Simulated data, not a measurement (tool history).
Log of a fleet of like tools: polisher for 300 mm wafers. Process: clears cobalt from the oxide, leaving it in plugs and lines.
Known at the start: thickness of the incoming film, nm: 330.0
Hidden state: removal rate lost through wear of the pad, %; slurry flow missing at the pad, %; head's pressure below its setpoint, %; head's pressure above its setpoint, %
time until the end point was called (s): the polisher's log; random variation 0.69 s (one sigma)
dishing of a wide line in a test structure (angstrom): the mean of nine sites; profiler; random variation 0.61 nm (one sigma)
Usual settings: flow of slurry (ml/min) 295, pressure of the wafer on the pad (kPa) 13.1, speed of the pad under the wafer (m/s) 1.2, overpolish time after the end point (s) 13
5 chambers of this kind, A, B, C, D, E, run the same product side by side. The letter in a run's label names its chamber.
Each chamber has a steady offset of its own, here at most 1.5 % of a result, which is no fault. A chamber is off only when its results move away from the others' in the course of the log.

run	hour	flow of slurry (ml/min)	pressure of the wafer on the pad (kPa)	speed of the pad under the wafer (m/s)	overpolish time after the end point (s)	wafers polished on this pad	hours since the slurry nozzle was cleaned	hours since the head pressure was calibrated	time until the end point was called (s)	dishing of a wide line in a test structure (angstrom)
# hour 0.8: chamber D: slurry nozzle cleaned
# hour 1.2: chamber B: worn pad replaced by a new one
1E	15.3	295	13.1	1.2	13	282	324.8	340.6	61.245	483.23
2D	30.3	295	13.1	1.2	13	467	29.6	355.7	60.071	478.71
3A	37.5	295	13.1	1.2	13	683	184.5	373	61.51	485.7
4B	49.5	295	13.1	1.2	13	446	343.4	165.2	60.206	482.48
# hour 57.1: chamber E: head pressure recalibrated
5C	59.7	200	13.1	1.2	13	636	175.2	228.7	63.297	473.92
# hour 63: chamber C: worn pad replaced by a new one
6B	73.3	200	13.1	1.2	13	667	367.2	189	63.471	461.35
# hour 74.4: chamber E: worn pad replaced by a new one
# hour 78.8: chamber D: worn pad replaced by a new one
# hour 82.1: chamber B: worn pad replaced by a new one
# hour 82.6: chamber A: worn pad replaced by a new one
7D	84.6	200	13.1	1.2	13	54	83.9	410	64.28	457.46
8C	95.5	200	13.1	1.2	13	300	211	264.5	63.372	457.98
9A	107.9	200	13.1	1.2	13	234	254.9	443.4	65.065	482.79
10E	121.9	295	13.1	1.2	13	439	431.4	64.8	61.261	485.64
# hour 126.7: chamber B: slurry nozzle cleaned
11D	135.3	295	13.1	1.2	13	523	134.6	460.7	61.702	472.68
# hour 146.1: chamber E: worn pad replaced by a new one
12A	146.2	295	13.1	1.38	13	588	293.2	481.7	52.24	534.44
# hour 150.7: chamber C: worn pad replaced by a new one
# hour 154.8: chamber C: slurry nozzle cleaned
13E	156.2	295	13.1	1.38	13	94	465.7	99.1	52.513	516.76
# hour 160.6: chamber B: worn pad replaced by a new one
14B	165.6	295	13.1	1.38	13	46	39	281.3	54.578	526.04
15C	173.8	295	13.1	1.38	13	214	19	342.8	51.698	526.27
# hour 182.7: chamber D: worn pad replaced by a new one
16E	183	295	13.1	1.38	13	342	492.5	125.9	52.798	537.08
# hour 184: chamber D: head pressure recalibrated
17B	198.5	295	13.1	1.2	13	351	71.9	314.2	61.423	487.17
# hour 204.2: chamber A: worn pad replaced by a new one
18A	213.1	295	13.1	1.2	13	82	360.1	548.6	61.587	484.82
19C	221.1	295	13.1	1.2	13	651	66.3	390.1	59.695	480.86
# hour 229.4: chamber B: worn pad replaced by a new one
# hour 231.6: chamber C: worn pad replaced by a new one
20D	235.6	295	13.1	1.2	13	490	234.9	51.7	61.472	488.39
# hour 237.5: chamber E: worn pad replaced by a new one
21E	247.9	350	13.1	1.2	13	96	557.4	190.8	59.808	486.94
22A	257.1	350	13.1	1.2	13	489	404.1	592.6	61.443	486.54
23D	265	350	13.1	1.2	13	761	264.3	81.1	59.613	481.57
# hour 268: chamber D: slurry nozzle cleaned
24B	278.8	350	13.1	1.2	13	457	152.2	394.5	60.554	475.27
25C	289.3	350	13.1	1.2	13	534	134.5	458.3	58.767	495.27
# hour 289.7: chamber D: worn pad replaced by a new one
# hour 296.6: chamber B: worn pad replaced by a new one
26B	300.3	295	13.1	1.2	13	34	173.7	416	60.69	477.76
27E	311.5	335	13.1	0.84	13	684	621	254.4	87.193	377.68
# hour 316.5: chamber A: worn pad replaced by a new one
# hour 318.9: chamber C: worn pad replaced by a new one
28D	324	335	13.1	0.84	13	318	56.1	140.1	85.022	382.71
29C	331.6	335	13.1	0.84	13	118	176.8	500.6	85.759	373.74
30A	342.6	335	13.1	0.84	13	241	489.6	678.1	84.853	381.78
31A	358	335	13.1	0.84	13	383	505	693.5	85.358	390.61
32B	365.7	295	13.1	1.2	13	639	239.1	481.4	61.643	482.67
33D	379.3	295	13.1	1.2	13	829	111.4	195.4	61.167	482.58

All 5 chambers run these settings next. Forecast each chamber's results:
34A	390.9	295	11	1.2	13				?	?
34B	390.9	295	11	1.2	13				?	?
34C	390.9	295	11	1.2	13				?	?
34D	390.9	295	11	1.2	13				?	?
34E	390.9	295	11	1.2	13				?	?

run	time until the end point was called (s)	dishing of a wide line in a test structure (angstrom)
34A	72.366	436.47
34B	74.293	426.62
34C	72.079	434.52
34D	72.854	431.93
34E	72.643	427.71
